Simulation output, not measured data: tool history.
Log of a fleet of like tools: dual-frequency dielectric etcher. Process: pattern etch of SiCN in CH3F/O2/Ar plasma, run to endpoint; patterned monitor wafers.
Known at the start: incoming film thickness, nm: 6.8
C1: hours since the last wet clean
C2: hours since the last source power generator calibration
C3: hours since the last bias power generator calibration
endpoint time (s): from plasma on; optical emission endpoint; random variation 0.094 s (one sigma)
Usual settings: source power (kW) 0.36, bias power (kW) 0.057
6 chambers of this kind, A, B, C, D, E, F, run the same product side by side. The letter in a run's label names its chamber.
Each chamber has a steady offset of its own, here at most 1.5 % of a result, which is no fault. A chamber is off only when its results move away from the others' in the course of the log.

run 1F hour=8.4 | source_power_(kW)=0.36 bias_power_(kW)=0.057 | C1=177.6 C2=1227.5 C3=667.2 | endpoint_time_(s)=20.625
run 2E hour=14.2 | source_power_(kW)=0.36 bias_power_(kW)=0.057 | C1=258.1 C2=2122.5 C3=467.7 | endpoint_time_(s)=20.324
run 3B hour=22 | source_power_(kW)=0.36 bias_power_(kW)=0.057 | C1=126.3 C2=3714.6 C3=1305.9 | endpoint_time_(s)=20.46
run 4A hour=26.5 | source_power_(kW)=0.36 bias_power_(kW)=0.057 | C1=193.1 C2=53.3 C3=145.5 | endpoint_time_(s)=20.565
run 5C hour=34.9 | source_power_(kW)=0.36 bias_power_(kW)=0.057 | C1=126.3 C2=1060.1 C3=523.5 | endpoint_time_(s)=20.588
run 6D hour=42.4 | source_power_(kW)=0.36 bias_power_(kW)=0.057 | C1=469.6 C2=682.8 C3=3000 | endpoint_time_(s)=20.668
run 7F hour=48.5 | source_power_(kW)=0.36 bias_power_(kW)=0.057 | C1=217.7 C2=1267.6 C3=707.3 | endpoint_time_(s)=20.643
run 8A hour=54.1 | source_power_(kW)=0.36 bias_power_(kW)=0.057 | C1=220.7 C2=80.9 C3=173.1 | endpoint_time_(s)=20.547
run 9D hour=62.2 | source_power_(kW)=0.36 bias_power_(kW)=0.057 | C1=489.4 C2=702.6 C3=3019.8 | endpoint_time_(s)=20.466
run 10B hour=68.4 | source_power_(kW)=0.36 bias_power_(kW)=0.057 | C1=172.7 C2=3761 C3=1352.3 | endpoint_time_(s)=20.587
run 11E hour=75.6 | source_power_(kW)=0.36 bias_power_(kW)=0.057 | C1=319.5 C2=2183.9 C3=529.1 | endpoint_time_(s)=20.516
run 12C hour=82.4 | source_power_(kW)=0.36 bias_power_(kW)=0.057 | C1=173.8 C2=1107.6 C3=571 | endpoint_time_(s)=20.593
run 13A hour=87.4 | source_power_(kW)=0.36 bias_power_(kW)=0.057 | C1=254 C2=114.2 C3=206.4 | endpoint_time_(s)=20.718
run 14B hour=96 | source_power_(kW)=0.36 bias_power_(kW)=0.057 | C1=200.3 C2=3788.6 C3=1379.9 | endpoint_time_(s)=20.461
run 15C hour=102.3 | source_power_(kW)=0.36 bias_power_(kW)=0.057 | C1=193.7 C2=1127.5 C3=590.9 | endpoint_time_(s)=20.413
run 16E hour=111.1 | source_power_(kW)=0.36 bias_power_(kW)=0.057 | C1=355 C2=2219.4 C3=564.6 | endpoint_time_(s)=20.398
run 17F hour=119.6 | source_power_(kW)=0.36 bias_power_(kW)=0.057 | C1=288.8 C2=1338.7 C3=778.4 | endpoint_time_(s)=20.787
run 18D hour=128.2 | source_power_(kW)=0.36 bias_power_(kW)=0.057 | C1=555.4 C2=768.6 C3=3085.8 | endpoint_time_(s)=20.666
-- hour=133 chamber D: wet clean of the chamber
run 19E hour=134.1 | source_power_(kW)=0.36 bias_power_(kW)=0.057 | C1=378 C2=2242.4 C3=587.6 | endpoint_time_(s)=20.469
run 20A hour=139.8 | source_power_(kW)=0.36 bias_power_(kW)=0.057 | C1=306.4 C2=166.6 C3=258.8 | endpoint_time_(s)=20.582
run 21C hour=146 | source_power_(kW)=0.36 bias_power_(kW)=0.057 | C1=237.4 C2=1171.2 C3=634.6 | endpoint_time_(s)=20.386
run 22B hour=153.8 | source_power_(kW)=0.36 bias_power_(kW)=0.057 | C1=258.1 C2=3846.4 C3=1437.7 | endpoint_time_(s)=20.667
run 23F hour=159.2 | source_power_(kW)=0.36 bias_power_(kW)=0.057 | C1=328.4 C2=1378.3 C3=818 | endpoint_time_(s)=20.615
run 24D hour=164 | source_power_(kW)=0.36 bias_power_(kW)=0.057 | C1=31.1 C2=804.4 C3=3121.6 | endpoint_time_(s)=20.553
run 25D hour=168.6 | source_power_(kW)=0.36 bias_power_(kW)=0.057 | C1=35.7 C2=809 C3=3126.2 | endpoint_time_(s)=20.527
run 26E hour=172.5 | source_power_(kW)=0.36 bias_power_(kW)=0.057 | C1=416.4 C2=2280.8 C3=626 | endpoint_time_(s)=20.359
run 27F hour=177.3 | source_power_(kW)=0.36 bias_power_(kW)=0.057 | C1=346.5 C2=1396.4 C3=836.1 | endpoint_time_(s)=20.498
run 28B hour=182.8 | source_power_(kW)=0.41 bias_power_(kW)=0.057 | C1=287.1 C2=3875.4 C3=1466.7 | endpoint_time_(s)=19.478
run 29C hour=188.1 | source_power_(kW)=0.41 bias_power_(kW)=0.057 | C1=279.5 C2=1213.3 C3=676.7 | endpoint_time_(s)=19.211
run 30A hour=196 | source_power_(kW)=0.41 bias_power_(kW)=0.057 | C1=362.6 C2=222.8 C3=315 | endpoint_time_(s)=19.618
run 31A hour=201.3 | source_power_(kW)=0.41 bias_power_(kW)=0.057 | C1=367.9 C2=228.1 C3=320.3 | endpoint_time_(s)=19.729
run 32F hour=207.2 | source_power_(kW)=0.41 bias_power_(kW)=0.057 | C1=376.4 C2=1426.3 C3=866 | endpoint_time_(s)=19.694
run 33D hour=213.8 | source_power_(kW)=0.41 bias_power_(kW)=0.057 | C1=80.9 C2=854.2 C3=3171.4 | endpoint_time_(s)=19.636
run 34B hour=217.9 | source_power_(kW)=0.36 bias_power_(kW)=0.057 | C1=322.2 C2=3910.5 C3=1501.8 | endpoint_time_(s)=20.571
run 35E hour=224.4 | source_power_(kW)=0.36 bias_power_(kW)=0.057 | C1=468.3 C2=2332.7 C3=677.9 | endpoint_time_(s)=20.32
run 36C hour=230.5 | source_power_(kW)=0.36 bias_power_(kW)=0.057 | C1=321.9 C2=1255.7 C3=719.1 | endpoint_time_(s)=20.212
run 37F hour=236.4 | source_power_(kW)=0.36 bias_power_(kW)=0.057 | C1=405.6 C2=1455.5 C3=895.2 | endpoint_time_(s)=20.682
run 38D hour=242.3 | source_power_(kW)=0.36 bias_power_(kW)=0.057 | C1=109.4 C2=882.7 C3=3199.9 | endpoint_time_(s)=20.484
run 39A hour=248.9 | source_power_(kW)=0.36 bias_power_(kW)=0.057 | C1=415.5 C2=275.7 C3=367.9 | endpoint_time_(s)=20.719
run 40E hour=253.4 | source_power_(kW)=0.36 bias_power_(kW)=0.046 | C1=497.3 C2=2361.7 C3=706.9 | endpoint_time_(s)=21.989

Next, every chamber runs the same settings. What will each give?
run 41A hour=259.7 | source_power_(kW)=0.36 bias_power_(kW)=0.057 | endpoint_time_(s)=?
run 41B hour=259.7 | source_power_(kW)=0.36 bias_power_(kW)=0.057 | endpoint_time_(s)=?
run 41C hour=259.7 | source_power_(kW)=0.36 bias_power_(kW)=0.057 | endpoint_time_(s)=?
run 41D hour=259.7 | source_power_(kW)=0.36 bias_power_(kW)=0.057 | endpoint_time_(s)=?
run 41E hour=259.7 | source_power_(kW)=0.36 bias_power_(kW)=0.057 | endpoint_time_(s)=?
run 41F hour=259.7 | source_power_(kW)=0.36 bias_power_(kW)=0.057 | endpoint_time_(s)=?

run=41A endpoint_time_(s)=20.533
run=41B endpoint_time_(s)=20.45
run=41C endpoint_time_(s)=20.032
run=41D endpoint_time_(s)=20.374
run=41E endpoint_time_(s)=20.417
run=41F endpoint_time_(s)=20.481
